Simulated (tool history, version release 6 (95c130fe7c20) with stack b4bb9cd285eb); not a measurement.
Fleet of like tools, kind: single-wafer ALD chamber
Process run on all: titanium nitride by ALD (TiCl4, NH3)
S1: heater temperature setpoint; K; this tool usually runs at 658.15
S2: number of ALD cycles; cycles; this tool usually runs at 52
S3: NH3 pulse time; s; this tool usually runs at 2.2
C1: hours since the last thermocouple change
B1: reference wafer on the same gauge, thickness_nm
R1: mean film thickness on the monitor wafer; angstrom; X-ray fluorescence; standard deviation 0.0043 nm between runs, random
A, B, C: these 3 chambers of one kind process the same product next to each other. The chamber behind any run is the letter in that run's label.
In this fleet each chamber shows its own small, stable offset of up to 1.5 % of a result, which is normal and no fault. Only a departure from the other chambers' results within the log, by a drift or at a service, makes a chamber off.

{"run": "1C", "hour": 6.2, "S1": 658.15, "S2": 52, "S3": 2.2, "C1": 304.9, "B1": 1.3506, "R1": 11.262}
{"run": "2B", "hour": 14.4, "S1": 658.15, "S2": 52, "S3": 2.2, "C1": 2553.2, "B1": 1.3496, "R1": 11.232}
{"run": "3A", "hour": 25.2, "S1": 658.15, "S2": 52, "S3": 2.2, "C1": 2119.7, "B1": 1.3505, "R1": 11.516}
{"run": "4A", "hour": 36.9, "S1": 658.15, "S2": 52, "S3": 2.2, "C1": 2131.4, "B1": 1.3497, "R1": 11.467}
{"run": "5C", "hour": 43.4, "S1": 658.15, "S2": 52, "S3": 1.9, "C1": 342.1, "B1": 1.3495, "R1": 11.109}
{"run": "6B", "hour": 54.0, "S1": 658.15, "S2": 52, "S3": 1.9, "C1": 2592.8, "B1": 1.3499, "R1": 11.245}
{"run": "7B", "hour": 64.1, "S1": 658.15, "S2": 52, "S3": 1.9, "C1": 2602.9, "B1": 1.3501, "R1": 11.267}
{"run": "8A", "hour": 73.8, "S1": 658.15, "S2": 52, "S3": 2.2, "C1": 2168.3, "B1": 1.3492, "R1": 11.542}
{"run": "9C", "hour": 82.0, "S1": 658.15, "S2": 52, "S3": 2.2, "C1": 380.7, "B1": 1.3505, "R1": 11.212}
{"run": "10A", "hour": 88.3, "S1": 658.15, "S2": 52, "S3": 2.2, "C1": 2182.8, "B1": 1.3503, "R1": 11.57}
{"run": "11C", "hour": 97.8, "S1": 658.15, "S2": 52, "S3": 2.2, "C1": 396.5, "B1": 1.3513, "R1": 11.23}
{"run": "12B", "hour": 108.6, "S1": 658.15, "S2": 52, "S3": 2.2, "C1": 2647.4, "B1": 1.3508, "R1": 11.305}
{"run": "13B", "hour": 115.7, "S1": 664.15, "S2": 52, "S3": 2.2, "C1": 2654.5, "B1": 1.3502, "R1": 11.429}
{"hour": 123.5, "done": "chamber B: thermocouple changed; heater temperature recalibrated"}
{"run": "14C", "hour": 124.9, "S1": 664.15, "S2": 52, "S3": 2.2, "C1": 423.6, "B1": 1.3508, "R1": 11.339}
{"run": "15A", "hour": 132.2, "S1": 664.15, "S2": 52, "S3": 2.2, "C1": 2226.7, "B1": 1.3498, "R1": 11.542}
{"run": "16C", "hour": 142.3, "S1": 658.15, "S2": 52, "S3": 2.2, "C1": 441.0, "B1": 1.3498, "R1": 11.236}
{"run": "17B", "hour": 149.8, "S1": 658.15, "S2": 52, "S3": 2.2, "C1": 26.3, "B1": 1.3511, "R1": 11.311}
{"run": "18A", "hour": 158.4, "S1": 658.15, "S2": 52, "S3": 2.2, "C1": 2252.9, "B1": 1.3504, "R1": 11.447}
{"run": "19A", "hour": 167.4, "S1": 658.15, "S2": 52, "S3": 2.2, "C1": 2261.9, "B1": 1.3499, "R1": 11.511}
{"run": "20C", "hour": 174.0, "S1": 658.15, "S2": 52, "S3": 2.2, "C1": 472.7, "B1": 1.3512, "R1": 11.263}
{"run": "21B", "hour": 180.1, "S1": 658.15, "S2": 52, "S3": 2.2, "C1": 56.6, "B1": 1.3502, "R1": 11.313}
{"run": "22B", "hour": 191.5, "S1": 658.15, "S2": 52, "S3": 2.2, "C1": 68.0, "B1": 1.3487, "R1": 11.228}
{"run": "23C", "hour": 202.3, "S1": 658.15, "S2": 52, "S3": 2.2, "C1": 501.0, "B1": 1.3499, "R1": 11.227}
{"run": "24A", "hour": 214.1, "S1": 658.15, "S2": 52, "S3": 2.2, "C1": 2308.6, "B1": 1.3512, "R1": 11.515}
{"run": "25B", "hour": 219.7, "S1": 658.15, "S2": 59, "S3": 2.2, "C1": 96.2, "B1": 1.3507, "R1": 12.755}
{"run": "26A", "hour": 230.0, "S1": 658.15, "S2": 59, "S3": 2.2, "C1": 2324.5, "B1": 1.35, "R1": 13.025}
{"run": "27C", "hour": 240.8, "S1": 658.15, "S2": 59, "S3": 2.2, "C1": 539.5, "B1": 1.3509, "R1": 12.75}
{"run": "28B", "hour": 249.3, "S1": 658.15, "S2": 52, "S3": 2.2, "C1": 125.8, "B1": 1.3501, "R1": 11.301}
{"run": "29C", "hour": 258.6, "S1": 658.15, "S2": 52, "S3": 2.2, "C1": 557.3, "B1": 1.3496, "R1": 11.309}
{"run": "30A", "hour": 265.5, "S1": 648.15, "S2": 52, "S3": 2.2, "C1": 2360.0, "B1": 1.3499, "R1": 11.411}
{"run": "31B", "hour": 275.4, "S1": 648.15, "S2": 52, "S3": 2.2, "C1": 151.9, "B1": 1.3507, "R1": 11.17}
{"run": "32A", "hour": 282.7, "S1": 648.15, "S2": 52, "S3": 2.2, "C1": 2377.2, "B1": 1.3494, "R1": 11.364}
{"run": "33C", "hour": 290.3, "S1": 658.15, "S2": 52, "S3": 2.2, "C1": 589.0, "B1": 1.3498, "R1": 11.239}
{"run": "34C", "hour": 295.8, "S1": 658.15, "S2": 52, "S3": 2.2, "C1": 594.5, "B1": 1.3485, "R1": 11.19}

All 3 chambers run these settings next. Forecast each chamber's results:
{"run": "35A", "hour": 304.4, "S1": 658.15, "S2": 52, "S3": 2.2, "R1": "?"}
{"run": "35B", "hour": 304.4, "S1": 658.15, "S2": 52, "S3": 2.2, "R1": "?"}
{"run": "35C", "hour": 304.4, "S1": 658.15, "S2": 52, "S3": 2.2, "R1": "?"}

run=35A R1=11.580
run=35B R1=11.315
run=35C R1=11.264
